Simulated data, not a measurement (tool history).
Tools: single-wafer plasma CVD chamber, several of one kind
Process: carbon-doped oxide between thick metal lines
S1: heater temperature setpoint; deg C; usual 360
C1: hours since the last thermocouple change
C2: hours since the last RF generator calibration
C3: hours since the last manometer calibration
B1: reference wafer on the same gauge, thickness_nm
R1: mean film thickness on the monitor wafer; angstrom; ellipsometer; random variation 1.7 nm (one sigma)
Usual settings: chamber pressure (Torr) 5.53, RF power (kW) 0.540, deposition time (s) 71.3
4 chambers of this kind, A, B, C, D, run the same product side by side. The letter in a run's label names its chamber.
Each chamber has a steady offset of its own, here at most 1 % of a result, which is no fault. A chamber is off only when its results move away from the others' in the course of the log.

{"run": "1C", "hour": 7.0, "S1": 360, "chamber pressure (Torr)": 5.53, "RF power (kW)": 0.54, "deposition time (s)": 71.3, "C1": 479.9, "C2": 2083.6, "C3": 812.6, "B1": 379.28, "R1": 3720.0}
{"run": "2D", "hour": 12.7, "S1": 360, "chamber pressure (Torr)": 5.53, "RF power (kW)": 0.54, "deposition time (s)": 71.3, "C1": 762.1, "C2": 1248.9, "C3": 1611.8, "B1": 379.23, "R1": 3759.9}
{"run": "3B", "hour": 17.2, "S1": 360, "chamber pressure (Torr)": 5.53, "RF power (kW)": 0.54, "deposition time (s)": 71.3, "C1": 1117.8, "C2": 527.5, "C3": 267.5, "B1": 378.35, "R1": 3777.6}
{"run": "4A", "hour": 21.6, "S1": 360, "chamber pressure (Torr)": 5.53, "RF power (kW)": 0.54, "deposition time (s)": 71.3, "C1": 1824.4, "C2": 396.1, "C3": 786.8, "B1": 378.64, "R1": 3750.1}
{"run": "5A", "hour": 27.0, "S1": 360, "chamber pressure (Torr)": 5.53, "RF power (kW)": 0.54, "deposition time (s)": 71.3, "C1": 1829.8, "C2": 401.5, "C3": 792.2, "B1": 378.81, "R1": 3766.4}
{"run": "6B", "hour": 32.8, "S1": 360, "chamber pressure (Torr)": 5.53, "RF power (kW)": 0.54, "deposition time (s)": 71.3, "C1": 1133.4, "C2": 543.1, "C3": 283.1, "B1": 379.0, "R1": 3745.7}
{"run": "7D", "hour": 39.9, "S1": 360, "chamber pressure (Torr)": 5.53, "RF power (kW)": 0.54, "deposition time (s)": 71.3, "C1": 789.3, "C2": 1276.1, "C3": 1639.0, "B1": 379.11, "R1": 3724.8}
{"run": "8C", "hour": 44.4, "S1": 360, "chamber pressure (Torr)": 5.53, "RF power (kW)": 0.54, "deposition time (s)": 71.3, "C1": 517.3, "C2": 2121.0, "C3": 850.0, "B1": 379.3, "R1": 3716.4}
{"run": "9A", "hour": 50.9, "S1": 360, "chamber pressure (Torr)": 5.53, "RF power (kW)": 0.54, "deposition time (s)": 71.3, "C1": 1853.7, "C2": 425.4, "C3": 816.1, "B1": 379.2, "R1": 3729.2}
{"hour": 54.2, "done": "chamber B: thermocouple changed; heater temperature recalibrated"}
{"run": "10C", "hour": 56.3, "S1": 360, "chamber pressure (Torr)": 5.53, "RF power (kW)": 0.54, "deposition time (s)": 71.3, "C1": 529.2, "C2": 2132.9, "C3": 861.9, "B1": 378.73, "R1": 3728.6}
{"run": "11B", "hour": 63.0, "S1": 360, "chamber pressure (Torr)": 5.53, "RF power (kW)": 0.54, "deposition time (s)": 71.3, "C1": 8.9, "C2": 573.3, "C3": 313.3, "B1": 378.78, "R1": 3731.9}
{"run": "12D", "hour": 66.9, "S1": 360, "chamber pressure (Torr)": 5.53, "RF power (kW)": 0.54, "deposition time (s)": 58.5, "C1": 816.3, "C2": 1303.1, "C3": 1666.0, "B1": 379.2, "R1": 3048.8}
{"run": "13A", "hour": 74.4, "S1": 360, "chamber pressure (Torr)": 5.53, "RF power (kW)": 0.54, "deposition time (s)": 58.5, "C1": 1877.2, "C2": 448.9, "C3": 839.6, "B1": 378.42, "R1": 3086.2}
{"run": "14D", "hour": 78.5, "S1": 360, "chamber pressure (Torr)": 5.53, "RF power (kW)": 0.54, "deposition time (s)": 58.5, "C1": 827.9, "C2": 1314.7, "C3": 1677.6, "B1": 379.06, "R1": 3029.4}
{"run": "15B", "hour": 82.9, "S1": 360, "chamber pressure (Torr)": 5.53, "RF power (kW)": 0.54, "deposition time (s)": 58.5, "C1": 28.8, "C2": 593.2, "C3": 333.2, "B1": 378.61, "R1": 3091.8}
{"run": "16C", "hour": 89.7, "S1": 360, "chamber pressure (Torr)": 5.53, "RF power (kW)": 0.54, "deposition time (s)": 71.3, "C1": 562.6, "C2": 2166.3, "C3": 895.3, "B1": 379.22, "R1": 3706.5}
{"run": "17D", "hour": 94.4, "S1": 360, "chamber pressure (Torr)": 5.53, "RF power (kW)": 0.54, "deposition time (s)": 71.3, "C1": 843.8, "C2": 1330.6, "C3": 1693.5, "B1": 379.62, "R1": 3660.1}
{"run": "18C", "hour": 98.0, "S1": 360, "chamber pressure (Torr)": 5.53, "RF power (kW)": 0.54, "deposition time (s)": 71.3, "C1": 570.9, "C2": 2174.6, "C3": 903.6, "B1": 379.15, "R1": 3700.0}
{"run": "19B", "hour": 103.5, "S1": 360, "chamber pressure (Torr)": 5.53, "RF power (kW)": 0.54, "deposition time (s)": 71.3, "C1": 49.4, "C2": 613.8, "C3": 353.8, "B1": 378.58, "R1": 3746.7}
{"run": "20A", "hour": 110.5, "S1": 360, "chamber pressure (Torr)": 5.53, "RF power (kW)": 0.54, "deposition time (s)": 71.3, "C1": 1913.3, "C2": 485.0, "C3": 875.7, "B1": 378.85, "R1": 3745.4}
{"run": "21D", "hour": 114.8, "S1": 360, "chamber pressure (Torr)": 5.53, "RF power (kW)": 0.54, "deposition time (s)": 71.3, "C1": 864.2, "C2": 1351.0, "C3": 1713.9, "B1": 379.06, "R1": 3609.4}
{"run": "22B", "hour": 118.8, "S1": 360, "chamber pressure (Torr)": 5.53, "RF power (kW)": 0.54, "deposition time (s)": 71.3, "C1": 64.7, "C2": 629.1, "C3": 369.1, "B1": 379.28, "R1": 3742.2}
{"run": "23A", "hour": 124.4, "S1": 360, "chamber pressure (Torr)": 5.53, "RF power (kW)": 0.54, "deposition time (s)": 71.3, "C1": 1927.2, "C2": 498.9, "C3": 889.6, "B1": 379.22, "R1": 3754.4}
{"run": "24C", "hour": 128.8, "S1": 360, "chamber pressure (Torr)": 4.38, "RF power (kW)": 0.54, "deposition time (s)": 71.3, "C1": 601.7, "C2": 2205.4, "C3": 934.4, "B1": 378.33, "R1": 3594.8}
{"run": "25B", "hour": 135.6, "S1": 360, "chamber pressure (Torr)": 4.38, "RF power (kW)": 0.54, "deposition time (s)": 71.3, "C1": 81.5, "C2": 645.9, "C3": 385.9, "B1": 379.0, "R1": 3583.2}
{"run": "26C", "hour": 141.0, "S1": 360, "chamber pressure (Torr)": 4.38, "RF power (kW)": 0.54, "deposition time (s)": 71.3, "C1": 613.9, "C2": 2217.6, "C3": 946.6, "B1": 379.36, "R1": 3602.8}
{"run": "27A", "hour": 145.3, "S1": 360, "chamber pressure (Torr)": 4.38, "RF power (kW)": 0.54, "deposition time (s)": 71.3, "C1": 1948.1, "C2": 519.8, "C3": 910.5, "B1": 379.04, "R1": 3618.1}

What goes on in this fleet: one chamber off, a drifting gauge, or nothing beyond the chambers' own small offsets? Name the chamber and the cause, if any.

Chamber D drifts away from the others.
Cause: delivered RF power below the setpoint (%) = 7.69.

Here are 4 candidates for chamber D's next run, each the usual settings with a change, their results left as question marks. Which one brings its results back in line with what the others give on the usual settings?
In line means no further than this from the other chambers' mean on the usual settings: R1 58.0 angstrom
{"run": "28D-1", "hour": 150.8, "S1": 361, "chamber pressure (Torr)": 5.44, "RF power (kW)": 0.54, "deposition time (s)": 66.0, "R1": "?"}
{"run": "28D-2", "hour": 150.8, "S1": 360, "chamber pressure (Torr)": 5.53, "RF power (kW)": 0.54, "deposition time (s)": 76.9, "R1": "?"}
{"run": "28D-3", "hour": 150.8, "S1": 360, "chamber pressure (Torr)": 5.53, "RF power (kW)": 0.575, "deposition time (s)": 71.3, "R1": "?"}
{"run": "28D-4", "hour": 150.8, "S1": 360, "chamber pressure (Torr)": 4.07, "RF power (kW)": 0.54, "deposition time (s)": 71.3, "R1": "?"}

The other chambers' mean on the usual settings: R1 3742.9 angstrom
run=28D-1 R1=3313.6
run=28D-2 R1=3872.6
run=28D-3 R1=3733.2
run=28D-4 R1=3430.5
28D-3 brings the chamber back in line.
